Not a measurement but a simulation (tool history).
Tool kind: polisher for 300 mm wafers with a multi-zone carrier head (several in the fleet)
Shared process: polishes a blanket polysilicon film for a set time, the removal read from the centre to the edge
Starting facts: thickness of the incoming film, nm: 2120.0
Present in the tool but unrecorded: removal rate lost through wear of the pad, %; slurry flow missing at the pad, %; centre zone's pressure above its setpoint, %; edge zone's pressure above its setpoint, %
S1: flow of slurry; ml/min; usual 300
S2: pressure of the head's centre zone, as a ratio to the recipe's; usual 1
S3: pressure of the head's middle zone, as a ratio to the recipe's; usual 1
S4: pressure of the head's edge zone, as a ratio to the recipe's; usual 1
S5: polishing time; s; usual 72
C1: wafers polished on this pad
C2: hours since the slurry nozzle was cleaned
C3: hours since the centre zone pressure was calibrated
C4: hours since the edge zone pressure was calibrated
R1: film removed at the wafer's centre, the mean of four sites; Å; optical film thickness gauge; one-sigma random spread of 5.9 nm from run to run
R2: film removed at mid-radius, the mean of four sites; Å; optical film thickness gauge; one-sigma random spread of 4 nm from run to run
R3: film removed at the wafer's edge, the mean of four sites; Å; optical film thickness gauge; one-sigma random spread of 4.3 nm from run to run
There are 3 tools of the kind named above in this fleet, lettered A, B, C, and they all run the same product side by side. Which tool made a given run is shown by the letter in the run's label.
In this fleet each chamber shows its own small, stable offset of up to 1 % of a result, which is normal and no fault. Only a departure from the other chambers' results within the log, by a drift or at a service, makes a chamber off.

run 1A hour=4.3 | S1=300 S2=1 S3=1 S4=1 S5=72 | C1=605 C2=205.3 C3=249 C4=177 | R1=4384.3 R2=4391.1 R3=4429.1
-- hour=6.2 chamber A: worn pad replaced by a new one
run 2B hour=9.4 | S1=300 S2=1 S3=1 S4=1 S5=72 | C1=397 C2=67.5 C3=326.2 C4=452.6 | R1=4425.2 R2=4433.5 R3=4456.7
run 3C hour=13.9 | S1=300 S2=1 S3=1 S4=1 S5=72 | C1=279 C2=680.2 C3=331.8 C4=1239.5 | R1=4389.5 R2=4409.1 R3=4375.9
run 4B hour=19.9 | S1=300 S2=1 S3=1 S4=1 S5=72 | C1=483 C2=78 C3=336.7 C4=463.1 | R1=4423.5 R2=4450.5 R3=4441.2
run 5C hour=27.5 | S1=300 S2=1 S3=1 S4=1 S5=72 | C1=390 C2=693.8 C3=345.4 C4=1253.1 | R1=4440.1 R2=4478.7 R3=4390
-- hour=31.1 chamber B: worn pad replaced by a new one
run 6A hour=35.1 | S1=300 S2=1 S3=1 S4=1 S5=72 | C1=237 C2=236.1 C3=279.8 C4=207.8 | R1=4373 R2=4431.8 R3=4488
run 7A hour=42.4 | S1=300 S2=1 S3=1 S4=1 S5=72 | C1=297 C2=243.4 C3=287.1 C4=215.1 | R1=4293.2 R2=4499.3 R3=4489.6
run 8C hour=46.6 | S1=300 S2=1 S3=1 S4=1 S5=72 | C1=547 C2=712.9 C3=364.5 C4=1272.2 | R1=4376 R2=4433.5 R3=4448.1
run 9B hour=53.3 | S1=300 S2=1 S3=1 S4=1 S5=72 | C1=182 C2=111.4 C3=370.1 C4=496.5 | R1=4443.4 R2=4373.1 R3=4459.5
run 10C hour=57.8 | S1=300 S2=1 S3=1 S4=1 S5=72 | C1=639 C2=724.1 C3=375.7 C4=1283.4 | R1=4460.7 R2=4415.1 R3=4424.5
run 11B hour=63.8 | S1=245 S2=1.1 S3=1 S4=1 S5=72 | C1=268 C2=121.9 C3=380.6 C4=507 | R1=4816.8 R2=4250.2 R3=4304.6
-- hour=66.7 chamber C: edge zone pressure recalibrated
-- hour=69 chamber A: slurry nozzle cleaned
run 12A hour=71.6 | S1=245 S2=1.1 S3=1 S4=1 S5=72 | C1=536 C2=2.6 C3=316.3 C4=244.3 | R1=4897.1 R2=4367.9 R3=4331.8
run 13C hour=77.2 | S1=245 S2=1.1 S3=1 S4=1 S5=72 | C1=798 C2=743.5 C3=395.1 C4=10.5 | R1=4773 R2=4299.1 R3=4365.5
run 14B hour=84.5 | S1=395 S2=1 S3=1 S4=1 S5=72 | C1=438 C2=142.6 C3=401.3 C4=527.7 | R1=4431.4 R2=4502 R3=4479.9
run 15A hour=90.4 | S1=395 S2=1 S3=1 S4=1 S5=72 | C1=690 C2=21.4 C3=335.1 C4=263.1 | R1=4480.4 R2=4685.1 R3=4582.3
-- hour=91.5 chamber A: worn pad replaced by a new one
run 16B hour=98.8 | S1=395 S2=1 S3=1 S4=1 S5=72 | C1=555 C2=156.9 C3=415.6 C4=542 | R1=4355.1 R2=4549.6 R3=4558.9
-- hour=107.8 chamber B: worn pad replaced by a new one
run 17A hour=108.2 | S1=300 S2=1 S3=1 S4=1 S5=72 | C1=137 C2=39.2 C3=352.9 C4=280.9 | R1=4428.1 R2=4461.7 R3=4456.9
run 18C hour=114.3 | S1=300 S2=1 S3=1 S4=1 S5=72 | C1=1103 C2=780.6 C3=432.2 C4=47.6 | R1=4363.7 R2=4422.2 R3=4451
run 19B hour=123.8 | S1=300 S2=1 S3=1 S4=1 S5=72 | C1=131 C2=181.9 C3=440.6 C4=567 | R1=4427.7 R2=4389.8 R3=4445.1
run 20C hour=128.9 | S1=300 S2=1 S3=1 S4=1 S5=72 | C1=1222 C2=795.2 C3=446.8 C4=62.2 | R1=4319.2 R2=4280.3 R3=4376.5
-- hour=135.2 chamber C: slurry nozzle cleaned
run 21A hour=137.3 | S1=300 S2=1 S3=1 S4=1 S5=72 | C1=375 C2=68.3 C3=382 C4=310 | R1=4358.8 R2=4444.6 R3=4511.8
run 22B hour=143.4 | S1=375 S2=1 S3=1.09 S4=1 S5=72 | C1=292 C2=201.5 C3=460.2 C4=586.6 | R1=4539.1 R2=4893.1 R3=4538.9
run 23C hour=152.5 | S1=375 S2=1 S3=1.09 S4=1 S5=72 | C1=1416 C2=17.3 C3=470.4 C4=85.8 | R1=4255.8 R2=4737.3 R3=4352.8
run 24A hour=157.5 | S1=375 S2=1 S3=1.09 S4=1 S5=72 | C1=541 C2=88.5 C3=402.2 C4=330.2 | R1=4469.3 R2=5050.7 R3=4594.6
run 25B hour=165.3 | S1=300 S2=1 S3=1 S4=1 S5=72 | C1=471 C2=223.4 C3=482.1 C4=608.5 | R1=4359.6 R2=4326.6 R3=4408.5
run 26C hour=171.5 | S1=300 S2=1 S3=1 S4=1 S5=72 | C1=1572 C2=36.3 C3=489.4 C4=104.8 | R1=4095.3 R2=4193.5 R3=4289.4
run 27A hour=178.6 | S1=200 S2=1.08 S3=1 S4=1 S5=72 | C1=714 C2=109.6 C3=423.3 C4=351.3 | R1=4594.5 R2=4275.8 R3=4281.2
-- hour=185.4 chamber B: worn pad replaced by a new one
-- hour=185.8 chamber A: worn pad replaced by a new one
run 28C hour=186.2 | S1=200 S2=1.08 S3=1 S4=1 S5=72 | C1=1692 C2=51 C3=504.1 C4=119.5 | R1=4316.4 R2=3928.9 R3=4039.3
-- hour=190.3 chamber B: slurry nozzle cleaned
run 29B hour=190.4 | S1=200 S2=1.08 S3=1 S4=1 S5=72 | C1=41 C2=0.1 C3=507.2 C4=633.6 | R1=4616.2 R2=4218.1 R3=4294
run 30A hour=196.3 | S1=300 S2=1 S3=1 S4=1 S5=72 | C1=86 C2=127.3 C3=441 C4=369 | R1=4321.2 R2=4505.2 R3=4474
run 31C hour=201.6 | S1=300 S2=1 S3=1 S4=1 S5=72 | C1=1819 C2=66.4 C3=519.5 C4=134.9 | R1=4240 R2=4221.4 R3=4124.8
run 32B hour=206.1 | S1=245 S2=1 S3=1 S4=1 S5=72 | C1=169 C2=15.8 C3=522.9 C4=649.3 | R1=4313.4 R2=4227.7 R3=4486.6
run 33A hour=211.8 | S1=245 S2=1 S3=1 S4=1 S5=72 | C1=213 C2=142.8 C3=456.5 C4=384.5 | R1=4331.1 R2=4391.4 R3=4423.2
run 34A hour=219.9 | S1=245 S2=1 S3=1 S4=1 S5=72 | C1=280 C2=150.9 C3=464.6 C4=392.6 | R1=4382.5 R2=4382.4 R3=4356
run 35C hour=226.5 | S1=300 S2=1 S3=1 S4=1 S5=72 | C1=2023 C2=91.3 C3=544.4 C4=159.8 | R1=4143.9 R2=4046.3 R3=4175.6
run 36B hour=232.3 | S1=300 S2=1 S3=1 S4=1 S5=72 | C1=384 C2=42 C3=549.1 C4=675.5 | R1=4384.9 R2=4434.8 R3=4445.3
-- hour=238.1 chamber B: edge zone pressure recalibrated
run 37B hour=238.2 | S1=300 S2=1 S3=1 S4=1 S5=72 | C1=433 C2=47.9 C3=555 C4=0.2 | R1=4363 R2=4376.2 R3=4465.1
run 38C hour=244.1 | S1=300 S2=1 S3=1 S4=1 S5=72 | C1=2167 C2=108.9 C3=562 C4=177.4 | R1=4026.9 R2=4019.1 R3=4125.3

Decide between three cases: one chamber stands off from its peers, the gauge reading all wafers drifts, or nothing is wrong past each chamber's small offset. Where a chamber is off, say which and what most likely put it there.

It is chamber C that slowly wanders off from its peers.
Likeliest cause: removal rate lost through wear of the pad, % = 9.41.

Which of the 4 candidates below, each the usual settings with something changed and its results left as question marks, puts chamber C back in line with what the other chambers give on the usual settings?
Counts as in line when no further than this from what the other chambers average on the usual settings: R1 200 Å; R2 140 Å; R3 150 Å
run 39C-1 hour=250.9 | S1=300 S2=1.01 S3=1 S4=0.99 S5=65 | R1=? R2=? R3=?
run 39C-2 hour=250.9 | S1=300 S2=1 S3=1 S4=1 S5=75 | R1=? R2=? R3=?
run 39C-3 hour=250.9 | S1=300 S2=1 S3=1 S4=1 S5=69 | R1=? R2=? R3=?
run 39C-4 hour=250.9 | S1=300 S2=0.99 S3=1 S4=1.01 S5=79 | R1=? R2=? R3=?

On the usual settings, the other chambers give on average: R1 4384.3 Å; R2 4426.4 Å; R3 4457.8 Å
run=39C-1 R1=3664.3 R2=3644.7 R3=3602.4
run=39C-2 R1=4182.5 R2=4205.5 R3=4178.5
run=39C-3 R1=3847.9 R2=3869.1 R3=3844.3
run=39C-4 R1=4357.7 R2=4430 R3=4424.4
39C-4 brings the chamber back in line.

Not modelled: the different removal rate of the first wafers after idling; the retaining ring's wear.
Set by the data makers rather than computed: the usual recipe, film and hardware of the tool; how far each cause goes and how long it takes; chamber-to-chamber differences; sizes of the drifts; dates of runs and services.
